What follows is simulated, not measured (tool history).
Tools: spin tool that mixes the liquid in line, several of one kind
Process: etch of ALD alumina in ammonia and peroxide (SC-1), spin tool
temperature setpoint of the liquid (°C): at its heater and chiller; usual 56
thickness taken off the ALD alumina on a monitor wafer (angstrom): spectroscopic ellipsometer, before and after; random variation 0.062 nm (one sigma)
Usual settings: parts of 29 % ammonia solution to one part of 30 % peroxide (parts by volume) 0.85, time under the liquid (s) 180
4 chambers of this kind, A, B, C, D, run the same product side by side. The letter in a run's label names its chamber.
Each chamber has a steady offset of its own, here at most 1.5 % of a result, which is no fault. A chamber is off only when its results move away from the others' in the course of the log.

run	day	temperature setpoint of the liquid (°C)	parts of 29 % ammonia solution to one part of 30 % peroxide (parts by volume)	time under the liquid (s)	read-back film thickness of the ALD alumina reference wafer, read on the same gauge (nm)	thickness taken off the ALD alumina on a monitor wafer (angstrom)
# day 0.258: chamber C: heated supply line repaired
1A	0.333	56	0.85	180	130	141.33
2D	0.592	56	0.85	180	130	138.76
3B	0.992	56	0.85	180	130.03	139.27
# day 1.258: chamber A: heated supply line repaired
4C	1.329	56	0.85	180	130.01	142.64
5C	1.767	64.5	0.65	180	130.02	210.29
6D	2.192	64.5	0.65	180	130.03	208.57
7A	2.596	64.5	0.65	180	130.02	211.52
8B	2.846	64.5	0.65	180	130.01	211.39
9C	3.321	56	0.85	180	130.01	140.73
10D	3.633	56	0.85	180	129.99	137.85
11B	4.071	56	0.85	180	129.97	138.78
# day 4.158: chamber B: thermometer replaced
12A	4.417	64	0.85	225	129.96	261.08
13D	4.933	64	0.85	225	130	262.28
14A	5.188	64	0.85	225	129.98	261.66
15B	5.433	64	0.85	225	130.02	263.91
16C	5.896	56	0.85	180	130	141.23
17D	6.188	56	0.85	180	130.01	138.72
18C	6.458	56	0.85	180	129.99	141.03
19A	6.808	56	0.85	180	129.94	137.15
20B	7.217	56	0.85	180	130.01	137.68
# day 7.254: chamber A: new drum of ammonia solution connected
21C	7.758	56	0.7	90	129.97	68.873
22A	8.133	56	0.7	90	130.01	66.656
23B	8.425	56	0.7	90	130.03	68.652
# day 8.792: chamber D: heated supply line repaired
24D	8.888	56	0.7	90	129.99	67.484
25A	9.221	56	0.85	180	129.97	136.03
# day 9.271: chamber D: new drum of ammonia solution connected
26B	9.533	56	0.85	180	130	139.6
27D	9.917	56	0.85	180	129.98	137.95

What goes on in this fleet: one chamber off, a drifting gauge, or nothing beyond the chambers' own small offsets? Name the chamber and the cause, if any.

Chamber A drifts away from the others.
Cause: liquid colder than its thermometer reads (K) = 0.836.

Here are 4 candidates for chamber A's next run, each the usual settings with a change, their results left as question marks. Which one brings its results back in line with what the others give on the usual settings?
In line means no further than this from the other chambers' mean on the usual settings: thickness taken off the ALD alumina on a monitor wafer (angstrom) 2.2
28A-1	10.304	56	0.75	180		?
28A-2	10.304	56	0.6	180		?
28A-3	10.304	56	0.95	180		?
28A-4	10.304	56	1.2	180		?

The other chambers' mean on the usual settings: thickness taken off the ALD alumina on a monitor wafer (angstrom) 139.63
run	thickness taken off the ALD alumina on a monitor wafer (angstrom)
28A-1	132.15
28A-2	129.34
28A-3	135.19
28A-4	138.25
28A-4 brings the chamber back in line.
